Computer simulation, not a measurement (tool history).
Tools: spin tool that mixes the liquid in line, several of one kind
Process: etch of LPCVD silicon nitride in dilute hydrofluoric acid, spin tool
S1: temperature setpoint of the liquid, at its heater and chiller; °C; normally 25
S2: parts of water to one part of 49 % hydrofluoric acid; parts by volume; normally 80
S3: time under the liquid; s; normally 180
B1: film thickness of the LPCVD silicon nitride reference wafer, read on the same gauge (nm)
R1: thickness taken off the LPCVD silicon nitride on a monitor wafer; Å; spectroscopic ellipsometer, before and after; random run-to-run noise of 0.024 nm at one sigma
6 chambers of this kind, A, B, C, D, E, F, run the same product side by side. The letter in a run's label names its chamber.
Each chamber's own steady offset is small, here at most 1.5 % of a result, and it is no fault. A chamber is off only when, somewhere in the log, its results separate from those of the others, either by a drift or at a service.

{"run": "1C", "hour": 4.7, "S1": 25, "S2": 80, "S3": 180, "B1": 59.954, "R1": 11.751}
{"run": "2E", "hour": 11.7, "S1": 25, "S2": 80, "S3": 180, "B1": 59.96, "R1": 12.225}
{"run": "3F", "hour": 17.3, "S1": 25, "S2": 80, "S3": 180, "B1": 60.063, "R1": 11.098}
{"run": "4D", "hour": 22.2, "S1": 25, "S2": 80, "S3": 180, "B1": 59.996, "R1": 11.132}
{"run": "5B", "hour": 26.7, "S1": 25, "S2": 80, "S3": 180, "B1": 59.998, "R1": 11.639}
{"run": "6A", "hour": 32.6, "S1": 25, "S2": 80, "S3": 180, "B1": 59.988, "R1": 11.461}
{"run": "7C", "hour": 40.4, "S1": 25, "S2": 80, "S3": 180, "B1": 59.943, "R1": 11.56}
{"run": "8A", "hour": 46.2, "S1": 25, "S2": 80, "S3": 80, "B1": 60.015, "R1": 5.2149}
{"run": "9F", "hour": 50.0, "S1": 25, "S2": 80, "S3": 80, "B1": 60.004, "R1": 5.1018}
{"run": "10E", "hour": 57.0, "S1": 25, "S2": 80, "S3": 80, "B1": 60.054, "R1": 5.2184}
{"run": "11D", "hour": 61.4, "S1": 25, "S2": 80, "S3": 80, "B1": 59.998, "R1": 5.2016}
{"hour": 64.7, "done": "chamber D: hydrofluoric acid flow meter replaced"}
{"run": "12B", "hour": 66.2, "S1": 25, "S2": 80, "S3": 80, "B1": 60.027, "R1": 5.1858}
{"run": "13F", "hour": 70.3, "S1": 25, "S2": 80, "S3": 80, "B1": 60.032, "R1": 5.1002}
{"run": "14D", "hour": 77.4, "S1": 25, "S2": 80, "S3": 145, "B1": 59.977, "R1": 9.1785}
{"run": "15E", "hour": 84.9, "S1": 25, "S2": 80, "S3": 145, "B1": 60.038, "R1": 9.6954}
{"run": "16B", "hour": 90.2, "S1": 25, "S2": 80, "S3": 145, "B1": 59.997, "R1": 9.583}
{"run": "17C", "hour": 94.3, "S1": 25, "S2": 80, "S3": 145, "B1": 60.037, "R1": 9.6669}
{"run": "18A", "hour": 98.7, "S1": 25, "S2": 80, "S3": 145, "B1": 60.024, "R1": 9.4551}
{"run": "19E", "hour": 105.7, "S1": 25, "S2": 80, "S3": 145, "B1": 59.982, "R1": 9.3932}
{"run": "20A", "hour": 112.6, "S1": 29, "S2": 95, "S3": 180, "B1": 60.029, "R1": 12.504}
{"run": "21D", "hour": 116.1, "S1": 29, "S2": 95, "S3": 180, "B1": 59.99, "R1": 12.327}
{"run": "22F", "hour": 120.2, "S1": 29, "S2": 95, "S3": 180, "B1": 59.993, "R1": 12.821}
{"run": "23B", "hour": 127.8, "S1": 29, "S2": 95, "S3": 180, "B1": 60.036, "R1": 12.739}
{"run": "24C", "hour": 133.9, "S1": 29, "S2": 95, "S3": 180, "B1": 60.04, "R1": 12.637}
{"run": "25C", "hour": 139.0, "S1": 29, "S2": 95, "S3": 180, "B1": 59.988, "R1": 12.607}
{"run": "26A", "hour": 144.9, "S1": 30, "S2": 80, "S3": 135, "B1": 59.999, "R1": 12.151}
{"run": "27F", "hour": 151.6, "S1": 30, "S2": 80, "S3": 135, "B1": 59.985, "R1": 12.043}
{"run": "28D", "hour": 156.8, "S1": 30, "S2": 80, "S3": 135, "B1": 60.014, "R1": 11.955}
{"hour": 160.8, "done": "chamber A: thermometer replaced"}
{"run": "29E", "hour": 164.3, "S1": 30, "S2": 80, "S3": 135, "B1": 60.022, "R1": 12.113}
{"run": "30B", "hour": 172.2, "S1": 30, "S2": 80, "S3": 135, "B1": 60.003, "R1": 12.241}
{"run": "31B", "hour": 178.7, "S1": 30, "S2": 80, "S3": 135, "B1": 59.988, "R1": 12.321}
{"run": "32A", "hour": 183.9, "S1": 25, "S2": 80, "S3": 180, "B1": 59.976, "R1": 11.587}
{"run": "33E", "hour": 191.0, "S1": 25, "S2": 80, "S3": 180, "B1": 59.961, "R1": 11.692}
{"run": "34C", "hour": 198.3, "S1": 25, "S2": 80, "S3": 180, "B1": 59.975, "R1": 11.109}
{"run": "35D", "hour": 202.9, "S1": 25, "S2": 80, "S3": 180, "B1": 60.017, "R1": 11.5}
{"run": "36F", "hour": 210.9, "S1": 25, "S2": 80, "S3": 180, "B1": 59.998, "R1": 11.197}
{"run": "37E", "hour": 217.7, "S1": 23.5, "S2": 80, "S3": 180, "B1": 60.013, "R1": 10.854}
{"run": "38F", "hour": 225.4, "S1": 23.5, "S2": 80, "S3": 180, "B1": 59.959, "R1": 10.316}
{"run": "39C", "hour": 232.3, "S1": 23.5, "S2": 80, "S3": 180, "B1": 60.009, "R1": 10.338}
{"run": "40B", "hour": 237.2, "S1": 23.5, "S2": 80, "S3": 180, "B1": 59.967, "R1": 10.614}
{"run": "41D", "hour": 243.8, "S1": 23.5, "S2": 80, "S3": 180, "B1": 60.02, "R1": 10.407}
{"run": "42A", "hour": 248.4, "S1": 23.5, "S2": 80, "S3": 180, "B1": 60.027, "R1": 10.719}
{"run": "43E", "hour": 252.7, "S1": 25, "S2": 80, "S3": 180, "B1": 59.991, "R1": 11.435}

Has any chamber moved away from the others, gradually or after a service, or does the common gauge drift, or do the chambers differ only by their own small steady offsets? State the chamber and the most likely cause if one applies.

All chambers stay in line apart from their small fixed offsets, and the gauge does not drift.

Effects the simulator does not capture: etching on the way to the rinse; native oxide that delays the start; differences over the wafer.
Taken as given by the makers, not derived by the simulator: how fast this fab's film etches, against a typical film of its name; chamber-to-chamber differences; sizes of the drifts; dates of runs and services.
